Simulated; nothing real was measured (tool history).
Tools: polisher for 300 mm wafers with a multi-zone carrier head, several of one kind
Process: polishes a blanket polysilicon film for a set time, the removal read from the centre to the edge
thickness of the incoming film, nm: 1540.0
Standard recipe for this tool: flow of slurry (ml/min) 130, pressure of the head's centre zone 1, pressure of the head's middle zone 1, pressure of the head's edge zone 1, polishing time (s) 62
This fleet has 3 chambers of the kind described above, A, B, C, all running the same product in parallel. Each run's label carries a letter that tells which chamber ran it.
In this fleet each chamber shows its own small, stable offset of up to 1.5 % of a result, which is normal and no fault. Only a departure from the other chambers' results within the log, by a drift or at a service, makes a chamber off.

run   hour  flow of slurry (ml/min)  pressure of the head's centre zone  pressure of the head's middle zone  pressure of the head's edge zone  polishing time (s)  film removed at the wafer's centre (nm)  film removed at mid-radius (nm)  film removed at the wafer's edge (nm)
 1C   13.3                      130                                   1                                   1                                 1                  62                                   305.45                           301.99                                 303.34
        15  -- chamber A: edge zone pressure recalibrated
 2B   22.5                      130                                   1                                   1                                 1                  62                                      306                           301.44                                 299.47
      28.3  -- chamber B: edge zone pressure recalibrated
 3A   36.2                      130                                   1                                   1                                 1                  62                                    302.8                           296.06                                 297.94
      39.5  -- chamber A: worn pad replaced by a new one
      40.4  -- chamber C: worn pad replaced by a new one
 4A     48                      130                                   1                                   1                                 1                  62                                   305.32                           305.68                                 299.59
 5C   61.2                      130                                1.06                                   1                                 1                  62                                   325.69                           300.14                                 301.07
      69.5  -- chamber C: edge zone pressure recalibrated
 6B   70.1                      130                                1.06                                   1                                 1                  62                                   327.73                           298.03                                 299.71
      72.1  -- chamber B: worn pad replaced by a new one
      74.1  -- chamber A: centre zone pressure recalibrated
      80.3  -- chamber B: slurry nozzle cleaned
 7A   84.3                      130                                1.06                                   1                                 1                  62                                   320.16                           295.49                                 298.21
 8C   91.3                      130                                   1                                   1                                 1                  62                                   300.34                           300.28                                 301.71
 9B  100.7                      130                                   1                                   1                                 1                  62                                   306.73                           296.39                                 298.47
10B  114.1                      130                                   1                                   1                                 1                  62                                   303.98                           305.56                                 301.17
11A  126.6                      130                                   1                                   1                                 1                  62                                   304.24                           290.42                                 298.44
     127.3  -- chamber A: worn pad replaced by a new one
     129.1  -- chamber C: worn pad replaced by a new one
12C  138.6                      130                                   1                                   1                                 1                  62                                   302.66                            300.2                                 304.22
13B  150.9                      130                                   1                                   1                                 1                  62                                   304.32                           299.64                                 298.97
14C    160                      130                                   1                                   1                                 1                  62                                   302.81                           301.51                                 302.18
     164.6  -- chamber A: slurry nozzle cleaned
15A  166.8                      130                                   1                                   1                                 1                  62                                   302.31                           294.05                                 296.99
16B  175.1                      130                                   1                                   1                                 1                  62                                      301                            302.4                                 301.88
17C  184.9                      130                                   1                                   1                                 1                  62                                   297.22                           302.99                                 301.71
18A  193.9                      130                                   1                                   1                                 1                  62                                   302.81                           298.76                                 298.28
19B  209.3                      130                                   1                                   1                              1.04                  62                                   304.62                           295.57                                 305.69
     209.8  -- chamber B: worn pad replaced by a new one
     215.7  -- chamber C: worn pad replaced by a new one
20A  218.5                      130                                   1                                   1                              1.04                  62                                   302.19                           297.36                                 302.27
     220.9  -- chamber A: worn pad replaced by a new one
21C  232.2                      130                                   1                                   1                              1.04                  62                                    293.1                              294                                 304.51
22C  243.4                      130                                   1                                   1                                 1                  62                                   299.02                           299.49                                 295.95
23A  255.6                      130                                   1                                   1                                 1                  62                                    301.4                           298.62                                 297.78
24B  263.6                      130                                   1                                   1                                 1                  62                                   297.74                           302.48                                 298.38
25C  272.9                      130                                   1                                   1                                 1                  62                                   301.51                           302.33                                  299.3
26A  280.6                      130                                   1                                   1                                 1                  62                                   299.32                           292.31                                 295.29
27B  295.4                      130                                   1                                   1                                 1                  62                                   306.63                           298.59                                 300.23
28C  303.4                      130                                   1                                   1                                 1                  62                                   294.86                           292.51                                 300.16
     306.7  -- chamber C: worn pad replaced by a new one
29A  317.9                      130                                   1                                   1                                 1                  62                                   306.15                           298.99                                  296.3
     327.1  -- chamber A: worn pad replaced by a new one
     329.1  -- chamber B: worn pad replaced by a new one
30B  330.8                      130                                   1                                   1                                 1                  62                                   306.29                           302.83                                 298.79
31B  345.6                      130                                   1                                   1                                 1                  62                                   305.42                           301.39                                 303.54
32A  359.7                      130                                   1                                   1                                 1                  62                                   303.25                           290.09                                 298.58
     364.7  -- chamber C: centre zone pressure recalibrated
33C  374.5                      130                                   1                                   1                                 1                  62                                   290.17                           287.21                                 298.52
34A  389.4                      130                                   1                                   1                                 1                  62                                   305.12                           302.98                                 297.11
35B  396.3                      130                                   1                                   1                                 1                  62                                   301.13                           300.48                                 303.07
36C  407.6                      130                                   1                                   1                                 1                  77                                   361.77                           368.67                                 364.16
     407.8  -- chamber C: worn pad replaced by a new one
37A  419.1                      130                                   1                                   1                                 1                  77                                   375.21                           363.27                                 370.41
38B  427.2                      130                                   1                                   1                                 1                  77                                   380.62                           376.24                                 372.25
     440.5  -- chamber A: worn pad replaced by a new one
     442.1  -- chamber A: slurry nozzle cleaned
39C  442.2                      130                                   1                                   1                                 1                  62                                    282.8                           284.32                                 292.39
     451.9  -- chamber B: worn pad replaced by a new one
40B  455.3                      130                                   1                                   1                                 1                  62                                   304.75                           303.61                                 302.04
41C  463.6                      130                                   1                                   1                                 1                  62                                   290.94                           291.03                                 293.01
42A  477.8                      130                                   1                                   1                                 1                  62                                    306.9                            298.5                                  302.2
43B  487.6                      130                                   1                                   1                                 1                  62                                   308.95                           299.35                                 298.39
44C  501.9                      130                                   1                                   1                                 1                  62                                   280.46                           287.46                                 292.63

Read the log: is a single chamber off, either drifting away or since a service, is the gauge that measures every chamber drifting, or is nothing wrong beyond small per-chamber offsets? Name any odd chamber and what most likely caused it.

It is chamber C that slowly wanders off from its peers.
Likeliest cause: slurry flow missing at the pad, % = 20.8.

Here are 4 candidates for chamber C's next run, each the usual settings with a change, their results left as question marks. Which one brings its results back in line with what the others give on the usual settings?
In-line tolerance around the mean of the other chambers on the usual settings: film removed at the wafer's centre (nm) 12; film removed at mid-radius (nm) 13; film removed at the wafer's edge (nm) 6.8
45C-1   513                      135                                1.02                                1.01                              0.99                  64                                        ?                                ?                                      ?
45C-2   513                      140                                1.05                                1.01                              0.97                  66                                        ?                                ?                                      ?
45C-3   513                      120                                0.95                                0.98                              1.03                  59                                        ?                                ?                                      ?
45C-4   513                      125                                0.98                                0.99                              1.01                  60                                        ?                                ?                                      ?

On the usual settings, the other chambers give on average: film removed at the wafer's centre (nm) 302.8; film removed at mid-radius (nm) 298.58; film removed at the wafer's edge (nm) 298.93
  run  film removed at the wafer's centre (nm)  film removed at mid-radius (nm)  film removed at the wafer's edge (nm)
45C-1                                   304.27                           297.85                                 300.91
45C-2                                   327.45                              310                                 309.03
45C-3                                   249.67                           258.73                                 277.14
45C-4                                    266.4                           268.62                                 281.12
Change 45C-1 lands the chamber within the allowed miss of the other chambers.
